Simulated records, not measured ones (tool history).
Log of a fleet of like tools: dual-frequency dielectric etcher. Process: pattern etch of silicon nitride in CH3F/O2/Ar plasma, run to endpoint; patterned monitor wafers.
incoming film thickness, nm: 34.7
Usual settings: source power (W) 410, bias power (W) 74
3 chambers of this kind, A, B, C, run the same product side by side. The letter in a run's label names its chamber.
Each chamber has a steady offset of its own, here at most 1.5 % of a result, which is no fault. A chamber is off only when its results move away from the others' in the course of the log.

run	hour	source power (W)	bias power (W)	endpoint time (s)
1A	9.4	410	74	48.771
# hour 16.2: chamber B: source power generator calibrated
2B	18	410	74	48.949
3C	29	410	74	48.527
4B	36.5	410	74	49.056
5A	49.1	410	74	49.079
6C	55.6	410	74	48.511
7C	62.5	410	74	48.896
8B	69.8	460	84	44.411
9A	77.9	460	84	44.719
10B	88.9	460	84	44.642
11A	99.1	410	74	49.196
12C	106.5	410	74	48.495
13B	117	410	74	48.73
14C	129.3	410	74	48.846
15A	142.1	410	74	49.094
16A	150.7	490	74	45.422
17B	162.2	490	74	45.759
18C	173.4	490	74	45.822
19A	179.3	410	74	48.901
20B	187.8	510	60	48.148
21C	200.5	510	60	48.355
# hour 210.1: chamber B: wet clean of the chamber
22B	211.2	510	60	48.079
23C	223.7	410	74	48.64

Is one chamber off against the others, does the gauge drift, or is nothing wrong? If a chamber is off, say which, and what the likeliest cause is.

No chamber stands off beyond its own small offset, and the gauge holds steady.

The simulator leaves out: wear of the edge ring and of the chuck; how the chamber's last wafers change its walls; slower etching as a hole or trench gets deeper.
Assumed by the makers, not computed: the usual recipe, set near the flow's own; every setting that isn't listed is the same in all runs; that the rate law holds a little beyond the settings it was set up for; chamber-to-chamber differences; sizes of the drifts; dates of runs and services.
